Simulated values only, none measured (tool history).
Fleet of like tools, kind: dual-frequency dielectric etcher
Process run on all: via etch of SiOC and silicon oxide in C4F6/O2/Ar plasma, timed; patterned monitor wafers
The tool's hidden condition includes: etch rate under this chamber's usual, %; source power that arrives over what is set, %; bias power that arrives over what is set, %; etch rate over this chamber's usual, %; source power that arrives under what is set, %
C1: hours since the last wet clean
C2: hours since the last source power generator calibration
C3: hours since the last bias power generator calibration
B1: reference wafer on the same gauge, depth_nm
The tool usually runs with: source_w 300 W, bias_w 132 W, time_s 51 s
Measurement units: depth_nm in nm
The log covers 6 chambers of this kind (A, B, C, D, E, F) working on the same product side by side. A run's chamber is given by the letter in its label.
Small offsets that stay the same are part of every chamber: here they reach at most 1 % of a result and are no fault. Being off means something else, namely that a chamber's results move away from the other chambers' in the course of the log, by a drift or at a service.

Run 1C, hour 14.8: usual settings; C1 480.5; C2 903.6; C3 2974.7; B1 44.902. Result: depth_nm 46.92 nm.
Run 2B, hour 29: usual settings; C1 412.3; C2 1906.2; C3 389.8; B1 44.878. Result: depth_nm 47.352 nm.
Run 3E, hour 41.2: usual settings; C1 262.9; C2 1609.7; C3 799.3; B1 44.912. Result: depth_nm 46.661 nm.
Run 4F, hour 53.3: usual settings; C1 348.6; C2 1624; C3 516.3; B1 44.901. Result: depth_nm 47.093 nm.
Run 5D, hour 63: usual settings; C1 568.7; C2 816.7; C3 1664.3; B1 44.879. Result: depth_nm 46.392 nm.
Run 6A, hour 76.1: usual settings; C1 314.8; C2 917.8; C3 460.8; B1 44.846. Result: depth_nm 46.888 nm.
Run 7B, hour 83.2: usual settings; C1 466.5; C2 1960.4; C3 444; B1 44.895. Result: depth_nm 47.069 nm.
Run 8F, hour 91.4: usual settings; C1 386.7; C2 1662.1; C3 554.4; B1 44.899. Result: depth_nm 47.041 nm.
Run 9D, hour 105.6: usual settings; C1 611.3; C2 859.3; C3 1706.9; B1 44.917. Result: depth_nm 46.278 nm.
At hour 114.3: chamber B: wet clean of the chamber.
Run 10A, hour 118.2: usual settings; C1 356.9; C2 959.9; C3 502.9; B1 44.883. Result: depth_nm 46.706 nm.
Run 11C, hour 127.1: usual settings; C1 592.8; C2 1015.9; C3 3087; B1 44.899. Result: depth_nm 46.809 nm.
At hour 127.5: chamber D: wet clean of the chamber.
At hour 132.7: chamber C: wet clean of the chamber.
Run 12E, hour 134.9: usual settings but source_w 360 W, time_s 63.5 s; C1 356.6; C2 1703.4; C3 893; B1 44.882. Result: depth_nm 62.862 nm.
Run 13C, hour 146.1: usual settings but source_w 360 W, time_s 63.5 s; C1 13.5; C2 1034.9; C3 3106; B1 44.917. Result: depth_nm 62.389 nm.
Run 14E, hour 158.9: usual settings but source_w 360 W, time_s 63.5 s; C1 380.6; C2 1727.4; C3 917; B1 44.91. Result: depth_nm 62.6 nm.
Run 15F, hour 170.3: usual settings but source_w 360 W, time_s 63.5 s; C1 465.6; C2 1741; C3 633.3; B1 44.892. Result: depth_nm 62.657 nm.
Run 16B, hour 182.6: usual settings but source_w 360 W, time_s 63.5 s; C1 68.3; C2 2059.8; C3 543.4; B1 44.903. Result: depth_nm 62.632 nm.
Run 17D, hour 189.7: usual settings but source_w 360 W, time_s 63.5 s; C1 62.3; C2 943.4; C3 1791; B1 44.891. Result: depth_nm 62.258 nm.
Run 18A, hour 202.4: usual settings; C1 441.1; C2 1044.1; C3 587.1; B1 44.862. Result: depth_nm 46.59 nm.
Run 19D, hour 214.8: usual settings; C1 87.4; C2 968.5; C3 1816.1; B1 44.902. Result: depth_nm 46.274 nm.
At hour 225.2: chamber F: wet clean of the chamber.
Run 20A, hour 227.2: usual settings; C1 465.9; C2 1068.9; C3 611.9; B1 44.896. Result: depth_nm 47.228 nm.
Run 21C, hour 236: usual settings; C1 103.4; C2 1124.8; C3 3195.9; B1 44.903. Result: depth_nm 47.115 nm.
Run 22E, hour 243.4: usual settings but bias_w 145 W; C1 465.1; C2 1811.9; C3 1001.5; B1 44.865. Result: depth_nm 48.93 nm.
Run 23B, hour 257.6: usual settings but bias_w 145 W; C1 143.3; C2 2134.8; C3 618.4; B1 44.882. Result: depth_nm 48.583 nm.
Run 24F, hour 264.5: usual settings but bias_w 145 W; C1 39.3; C2 1835.2; C3 727.5; B1 44.878. Result: depth_nm 48.355 nm.
At hour 265.4: chamber D: bias power generator calibrated.
At hour 268.7: chamber A: wet clean of the chamber.
Run 25F, hour 278: usual settings but bias_w 145 W; C1 52.8; C2 1848.7; C3 741; B1 44.911. Result: depth_nm 48.09 nm.
Run 26B, hour 286.2: usual settings but bias_w 145 W; C1 171.9; C2 2163.4; C3 647; B1 44.857. Result: depth_nm 48.506 nm.
Run 27A, hour 300: usual settings but bias_w 145 W; C1 31.4; C2 1141.7; C3 684.7; B1 44.872. Result: depth_nm 48.275 nm.
At hour 304.6: chamber C: bias power generator calibrated.
Run 28E, hour 311.3: usual settings; C1 533; C2 1879.8; C3 1069.4; B1 44.918. Result: depth_nm 47.652 nm.
Run 29D, hour 320.8: usual settings; C1 193.4; C2 1074.5; C3 55.4; B1 44.888. Result: depth_nm 46.624 nm.
Run 30C, hour 329.2: usual settings; C1 196.6; C2 1218; C3 24.6; B1 44.942. Result: depth_nm 46.889 nm.
Run 31B, hour 335.8: usual settings but bias_w 108 W, time_s 65 s; C1 221.5; C2 2213; C3 696.6; B1 44.857. Result: depth_nm 56.615 nm.
Run 32D, hour 346.5: usual settings but bias_w 108 W, time_s 65 s; C1 219.1; C2 1100.2; C3 81.1; B1 44.933. Result: depth_nm 55.252 nm.
At hour 349.6: chamber F: source power generator calibrated.
Run 33C, hour 361.3: usual settings but bias_w 108 W, time_s 65 s; C1 228.7; C2 1250.1; C3 56.7; B1 44.902. Result: depth_nm 55.962 nm.
Run 34E, hour 373.6: usual settings but bias_w 108 W, time_s 65 s; C1 595.3; C2 1942.1; C3 1131.7; B1 44.895. Result: depth_nm 57.996 nm.
Run 35F, hour 387.1: usual settings but bias_w 108 W, time_s 65 s; C1 161.9; C2 37.6; C3 850.1; B1 44.906. Result: depth_nm 56.007 nm.
Run 36A, hour 401.4: usual settings but bias_w 108 W, time_s 65 s; C1 132.8; C2 1243.1; C3 786.1; B1 44.867. Result: depth_nm 56.546 nm.
Run 37A, hour 412.9: usual settings; C1 144.3; C2 1254.6; C3 797.6; B1 44.909. Result: depth_nm 46.694 nm.
Run 38E, hour 427.8: usual settings but source_w 340 W, bias_w 157 W; C1 649.5; C2 1996.3; C3 1185.9; B1 44.889. Result: depth_nm 53.027 nm.
Run 39C, hour 436.5: usual settings but source_w 340 W, bias_w 157 W; C1 303.9; C2 1325.3; C3 131.9; B1 44.935. Result: depth_nm 51.65 nm.
Run 40B, hour 448.3: usual settings but source_w 340 W, bias_w 157 W; C1 334; C2 2325.5; C3 809.1; B1 44.911. Result: depth_nm 52.472 nm.
Run 41F, hour 458: usual settings but source_w 340 W, bias_w 157 W; C1 232.8; C2 108.5; C3 921; B1 44.879. Result: depth_nm 52.038 nm.
Run 42D, hour 469.2: usual settings but source_w 340 W, bias_w 157 W; C1 341.8; C2 1222.9; C3 203.8; B1 44.895. Result: depth_nm 51.267 nm.
Run 43C, hour 478.3: usual settings but source_w 340 W, bias_w 157 W; C1 345.7; C2 1367.1; C3 173.7; B1 44.892. Result: depth_nm 52.255 nm.

Which is it: a chamber that has drifted or been left off by a service, a gauge drift common to all chambers, or only each chamber's usual small offset? If a chamber is off, name it and its likeliest cause.

Little by little, chamber E moves away from the other chambers.
What lies behind it: etch rate over this chamber's usual, % = 3.99.

Chamber E could run next with any of the 4 candidate recipes listed below; each alters the usual settings, and their results appear as question marks. Which one brings its results back in line with what the other chambers deliver on the usual settings?
In line means no further than this from the other chambers' mean on the usual settings: depth_nm 0.62 nm
Run 44E-1, hour 489.2: usual settings but time_s 51.5 s. Result: depth_nm ?.
Run 44E-2, hour 489.2: usual settings but bias_w 116 W. Result: depth_nm ?.
Run 44E-3, hour 489.2: usual settings but bias_w 133 W, time_s 53 s. Result: depth_nm ?.
Run 44E-4, hour 489.2: usual settings but source_w 290 W. Result: depth_nm ?.

Mean of the other chambers on the usual settings: depth_nm 46.803 nm
  run  depth_nm
44E-1    48.993
44E-2    46.684
44E-3    50.536
44E-4    47.882
44E-2 is the one that brings the chamber's results back in line with the other chambers.
